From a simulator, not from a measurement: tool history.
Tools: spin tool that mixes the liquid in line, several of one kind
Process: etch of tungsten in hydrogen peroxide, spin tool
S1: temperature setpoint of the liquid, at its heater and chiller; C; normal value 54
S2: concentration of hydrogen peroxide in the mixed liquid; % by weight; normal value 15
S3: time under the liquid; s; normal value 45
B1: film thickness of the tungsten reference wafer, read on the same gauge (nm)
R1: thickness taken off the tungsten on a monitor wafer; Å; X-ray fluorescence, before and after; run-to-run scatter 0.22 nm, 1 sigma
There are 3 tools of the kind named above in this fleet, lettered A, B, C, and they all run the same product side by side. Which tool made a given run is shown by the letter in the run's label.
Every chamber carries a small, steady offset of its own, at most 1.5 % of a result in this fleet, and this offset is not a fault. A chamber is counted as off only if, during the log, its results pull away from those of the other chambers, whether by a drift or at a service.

{"run": "1C", "day": 0.346, "S1": 54, "S2": 15, "S3": 45, "B1": 50.015, "R1": 421.91}
{"run": "2A", "day": 0.638, "S1": 54, "S2": 15, "S3": 45, "B1": 50.039, "R1": 412.08}
{"run": "3B", "day": 0.938, "S1": 54, "S2": 15, "S3": 45, "B1": 50.024, "R1": 423.02}
{"run": "4B", "day": 1.354, "S1": 54, "S2": 15, "S3": 45, "B1": 49.978, "R1": 422.23}
{"run": "5C", "day": 1.671, "S1": 54, "S2": 15, "S3": 60, "B1": 50.032, "R1": 563.6}
{"day": 1.958, "done": "chamber B: heated supply line repaired"}
{"run": "6A", "day": 2.121, "S1": 54, "S2": 15, "S3": 60, "B1": 49.992, "R1": 551.83}
{"run": "7C", "day": 2.388, "S1": 54, "S2": 15, "S3": 60, "B1": 50.013, "R1": 561}
{"run": "8B", "day": 2.704, "S1": 54, "S2": 15, "S3": 45, "B1": 50.029, "R1": 421.3}
{"run": "9A", "day": 3.046, "S1": 54, "S2": 15, "S3": 45, "B1": 49.992, "R1": 415.57}
{"day": 3.404, "done": "chamber A: new drum of peroxide connected"}
{"run": "10B", "day": 3.5, "S1": 54, "S2": 15, "S3": 45, "B1": 50.015, "R1": 419.08}
{"run": "11C", "day": 3.729, "S1": 54, "S2": 15, "S3": 45, "B1": 50.02, "R1": 422.1}
{"run": "12A", "day": 4.15, "S1": 54, "S2": 15, "S3": 35, "B1": 50.011, "R1": 317.55}
{"day": 4.6, "done": "chamber B: new drum of peroxide connected"}
{"run": "13C", "day": 4.646, "S1": 54, "S2": 15, "S3": 35, "B1": 49.965, "R1": 327.37}
{"run": "14A", "day": 5.104, "S1": 54, "S2": 15, "S3": 35, "B1": 49.966, "R1": 318.92}
{"run": "15B", "day": 5.471, "S1": 54, "S2": 15, "S3": 45, "B1": 49.975, "R1": 422.08}
{"run": "16B", "day": 5.917, "S1": 54, "S2": 15, "S3": 45, "B1": 50.023, "R1": 419.55}
{"run": "17C", "day": 6.3, "S1": 54, "S2": 15, "S3": 45, "B1": 50.008, "R1": 424.79}
{"run": "18A", "day": 6.575, "S1": 54, "S2": 15, "S3": 45, "B1": 50.024, "R1": 408.5}
{"run": "19A", "day": 7.029, "S1": 54, "S2": 15, "S3": 45, "B1": 50.005, "R1": 404.01}
{"run": "20C", "day": 7.329, "S1": 54, "S2": 15, "S3": 45, "B1": 50.024, "R1": 418.16}
{"run": "21B", "day": 7.617, "S1": 54, "S2": 15, "S3": 45, "B1": 49.94, "R1": 416.54}
{"run": "22C", "day": 8.038, "S1": 54, "S2": 15, "S3": 45, "B1": 49.977, "R1": 425.42}
{"run": "23B", "day": 8.383, "S1": 54, "S2": 15, "S3": 45, "B1": 49.983, "R1": 421.65}
{"run": "24A", "day": 8.783, "S1": 54, "S2": 15, "S3": 45, "B1": 49.998, "R1": 405.4}
{"run": "25A", "day": 9.3, "S1": 54, "S2": 15, "S3": 45, "B1": 50, "R1": 402.71}
{"run": "26B", "day": 9.783, "S1": 54, "S2": 15, "S3": 45, "B1": 49.997, "R1": 424.26}
{"run": "27C", "day": 10.012, "S1": 63.5, "S2": 15, "S3": 45, "B1": 49.995, "R1": 727.85}
{"day": 10.054, "done": "chamber C: thermometer replaced"}
{"run": "28C", "day": 10.504, "S1": 63.5, "S2": 15, "S3": 45, "B1": 49.972, "R1": 741.18}
{"run": "29B", "day": 10.962, "S1": 63.5, "S2": 15, "S3": 45, "B1": 49.998, "R1": 727.17}
{"run": "30A", "day": 11.262, "S1": 54, "S2": 15, "S3": 45, "B1": 50.017, "R1": 401.03}
{"run": "31A", "day": 11.742, "S1": 54, "S2": 15, "S3": 45, "B1": 49.987, "R1": 402.43}
{"run": "32C", "day": 12.208, "S1": 54, "S2": 15, "S3": 45, "B1": 49.972, "R1": 421.44}
{"run": "33B", "day": 12.671, "S1": 54, "S2": 15, "S3": 45, "B1": 49.988, "R1": 422.17}
{"run": "34A", "day": 12.971, "S1": 54, "S2": 15, "S3": 45, "B1": 50.003, "R1": 396.54}

All chambers now run identical settings, listed one chamber a line with results as question marks. What results will each chamber show?
{"run": "35A", "day": 13.35, "S1": 54, "S2": 18.5, "S3": 45, "R1": "?"}
{"run": "35B", "day": 13.35, "S1": 54, "S2": 18.5, "S3": 45, "R1": "?"}
{"run": "35C", "day": 13.35, "S1": 54, "S2": 18.5, "S3": 45, "R1": "?"}

run=35A R1=438.26
run=35B R1=470.78
run=35C R1=464.14
